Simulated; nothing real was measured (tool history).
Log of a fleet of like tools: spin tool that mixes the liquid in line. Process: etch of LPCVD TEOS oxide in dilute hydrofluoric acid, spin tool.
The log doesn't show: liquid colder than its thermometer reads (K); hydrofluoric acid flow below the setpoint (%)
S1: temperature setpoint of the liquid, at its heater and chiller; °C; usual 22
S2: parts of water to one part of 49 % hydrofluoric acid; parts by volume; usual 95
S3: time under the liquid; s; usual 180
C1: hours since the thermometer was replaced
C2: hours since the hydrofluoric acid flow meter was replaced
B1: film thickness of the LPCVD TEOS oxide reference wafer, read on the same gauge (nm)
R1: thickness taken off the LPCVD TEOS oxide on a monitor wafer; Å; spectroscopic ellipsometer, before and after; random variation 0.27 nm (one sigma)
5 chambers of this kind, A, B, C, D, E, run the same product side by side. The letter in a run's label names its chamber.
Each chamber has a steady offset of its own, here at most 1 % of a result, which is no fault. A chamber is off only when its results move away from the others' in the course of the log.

{"run": "1B", "hour": 6.2, "S1": 22, "S2": 95, "S3": 180, "C1": 149.5, "C2": 274.1, "B1": 29.975, "R1": 296.52}
{"run": "2D", "hour": 18.5, "S1": 22, "S2": 95, "S3": 180, "C1": 570.0, "C2": 405.4, "B1": 30.013, "R1": 293.49}
{"run": "3E", "hour": 31.0, "S1": 22, "S2": 95, "S3": 180, "C1": 579.9, "C2": 497.7, "B1": 29.98, "R1": 291.93}
{"run": "4C", "hour": 43.8, "S1": 22, "S2": 95, "S3": 180, "C1": 1400.5, "C2": 67.5, "B1": 30.021, "R1": 298.47}
{"run": "5A", "hour": 50.2, "S1": 22, "S2": 95, "S3": 180, "C1": 2313.4, "C2": 199.4, "B1": 29.994, "R1": 294.5}
{"run": "6E", "hour": 56.1, "S1": 22, "S2": 135, "S3": 180, "C1": 605.0, "C2": 522.8, "B1": 30.032, "R1": 197.19}
{"run": "7C", "hour": 62.0, "S1": 22, "S2": 135, "S3": 180, "C1": 1418.7, "C2": 85.7, "B1": 30.029, "R1": 202.8}
{"run": "8A", "hour": 72.3, "S1": 22, "S2": 135, "S3": 180, "C1": 2335.5, "C2": 221.5, "B1": 30.024, "R1": 195.55}
{"run": "9B", "hour": 85.6, "S1": 22, "S2": 135, "S3": 180, "C1": 228.9, "C2": 353.5, "B1": 30.002, "R1": 201.1}
{"run": "10D", "hour": 91.6, "S1": 22, "S2": 135, "S3": 180, "C1": 643.1, "C2": 478.5, "B1": 30.019, "R1": 197.85}
{"run": "11C", "hour": 100.4, "S1": 22, "S2": 95, "S3": 180, "C1": 1457.1, "C2": 124.1, "B1": 30.024, "R1": 297.22}
{"run": "12D", "hour": 109.6, "S1": 22, "S2": 65, "S3": 180, "C1": 661.1, "C2": 496.5, "B1": 30.013, "R1": 448.78}
{"run": "13E", "hour": 122.6, "S1": 22, "S2": 65, "S3": 180, "C1": 671.5, "C2": 589.3, "B1": 29.993, "R1": 440.37}
{"run": "14A", "hour": 130.5, "S1": 22, "S2": 65, "S3": 180, "C1": 2393.7, "C2": 279.7, "B1": 30.003, "R1": 455.54}
{"run": "15B", "hour": 140.5, "S1": 22, "S2": 65, "S3": 180, "C1": 283.8, "C2": 408.4, "B1": 30.0, "R1": 440.92}
{"run": "16E", "hour": 151.4, "S1": 22, "S2": 65, "S3": 180, "C1": 700.3, "C2": 618.1, "B1": 30.005, "R1": 448.62}
{"run": "17A", "hour": 159.9, "S1": 22, "S2": 95, "S3": 180, "C1": 2423.1, "C2": 309.1, "B1": 29.967, "R1": 295.85}
{"run": "18C", "hour": 166.9, "S1": 22, "S2": 95, "S3": 180, "C1": 1523.6, "C2": 190.6, "B1": 29.978, "R1": 298.38}
{"run": "19B", "hour": 180.1, "S1": 22, "S2": 95, "S3": 180, "C1": 323.4, "C2": 448.0, "B1": 30.012, "R1": 298.26}
{"run": "20D", "hour": 191.4, "S1": 20, "S2": 95, "S3": 180, "C1": 742.9, "C2": 578.3, "B1": 29.995, "R1": 272.08}
{"run": "21C", "hour": 203.0, "S1": 20, "S2": 95, "S3": 180, "C1": 1559.7, "C2": 226.7, "B1": 30.015, "R1": 268.03}
{"run": "22A", "hour": 215.2, "S1": 20, "S2": 95, "S3": 180, "C1": 2478.4, "C2": 364.4, "B1": 30.018, "R1": 273.29}
{"run": "23D", "hour": 221.5, "S1": 20, "S2": 95, "S3": 180, "C1": 773.0, "C2": 608.4, "B1": 29.976, "R1": 272.09}
{"run": "24E", "hour": 234.4, "S1": 20, "S2": 95, "S3": 180, "C1": 783.3, "C2": 701.1, "B1": 30.048, "R1": 271.93}
{"run": "25B", "hour": 245.6, "S1": 22, "S2": 95, "S3": 180, "C1": 388.9, "C2": 513.5, "B1": 30.012, "R1": 295.76}
{"run": "26E", "hour": 254.8, "S1": 22, "S2": 95, "S3": 180, "C1": 803.7, "C2": 721.5, "B1": 30.003, "R1": 295.91}
{"run": "27D", "hour": 262.1, "S1": 22, "S2": 95, "S3": 180, "C1": 813.6, "C2": 649.0, "B1": 30.01, "R1": 295.51}
{"run": "28C", "hour": 274.5, "S1": 22, "S2": 95, "S3": 180, "C1": 1631.2, "C2": 298.2, "B1": 29.983, "R1": 286.68}
{"hour": 277.1, "done": "chamber E: hydrofluoric acid flow meter replaced"}
{"run": "29A", "hour": 280.4, "S1": 24, "S2": 95, "S3": 95, "C1": 2543.6, "C2": 429.6, "B1": 29.987, "R1": 170.31}
{"run": "30B", "hour": 288.9, "S1": 24, "S2": 95, "S3": 95, "C1": 432.2, "C2": 556.8, "B1": 30.01, "R1": 169.2}
{"run": "31B", "hour": 301.4, "S1": 24, "S2": 95, "S3": 95, "C1": 444.7, "C2": 569.3, "B1": 30.018, "R1": 170.75}
{"run": "32A", "hour": 307.6, "S1": 24, "S2": 95, "S3": 95, "C1": 2570.8, "C2": 456.8, "B1": 30.015, "R1": 170.91}
{"run": "33E", "hour": 317.0, "S1": 24, "S2": 95, "S3": 95, "C1": 865.9, "C2": 40.0, "B1": 30.021, "R1": 170.7}
{"run": "34C", "hour": 327.5, "S1": 22, "S2": 95, "S3": 180, "C1": 1684.2, "C2": 351.2, "B1": 29.985, "R1": 279.9}
{"run": "35D", "hour": 334.7, "S1": 22, "S2": 95, "S3": 180, "C1": 886.2, "C2": 721.6, "B1": 29.968, "R1": 292.47}
{"run": "36C", "hour": 343.0, "S1": 22, "S2": 95, "S3": 180, "C1": 1699.7, "C2": 366.7, "B1": 29.999, "R1": 273.52}
{"run": "37B", "hour": 352.5, "S1": 22, "S2": 95, "S3": 180, "C1": 495.8, "C2": 620.4, "B1": 29.986, "R1": 294.93}
{"run": "38A", "hour": 361.8, "S1": 22, "S2": 95, "S3": 180, "C1": 2625.0, "C2": 511.0, "B1": 29.994, "R1": 300.03}
{"run": "39D", "hour": 371.8, "S1": 22, "S2": 95, "S3": 180, "C1": 923.3, "C2": 758.7, "B1": 30.018, "R1": 295.99}
{"run": "40E", "hour": 385.1, "S1": 22, "S2": 95, "S3": 180, "C1": 934.0, "C2": 108.1, "B1": 29.984, "R1": 294.12}
{"run": "41C", "hour": 397.3, "S1": 22, "S2": 95, "S3": 180, "C1": 1754.0, "C2": 421.0, "B1": 29.998, "R1": 271.34}
{"run": "42A", "hour": 403.8, "S1": 22, "S2": 95, "S3": 180, "C1": 2667.0, "C2": 553.0, "B1": 29.986, "R1": 295.16}
{"run": "43E", "hour": 415.2, "S1": 22, "S2": 95, "S3": 180, "C1": 964.1, "C2": 138.2, "B1": 30.006, "R1": 299.4}

All 5 chambers run these settings next. Forecast each chamber's results:
{"run": "44A", "hour": 424.8, "S1": 22, "S2": 95, "S3": 145, "R1": "?"}
{"run": "44B", "hour": 424.8, "S1": 22, "S2": 95, "S3": 145, "R1": "?"}
{"run": "44C", "hour": 424.8, "S1": 22, "S2": 95, "S3": 145, "R1": "?"}
{"run": "44D", "hour": 424.8, "S1": 22, "S2": 95, "S3": 145, "R1": "?"}
{"run": "44E", "hour": 424.8, "S1": 22, "S2": 95, "S3": 145, "R1": "?"}

run=44A R1=235.26
run=44B R1=238.76
run=44C R1=214.10
run=44D R1=234.92
run=44E R1=238.65

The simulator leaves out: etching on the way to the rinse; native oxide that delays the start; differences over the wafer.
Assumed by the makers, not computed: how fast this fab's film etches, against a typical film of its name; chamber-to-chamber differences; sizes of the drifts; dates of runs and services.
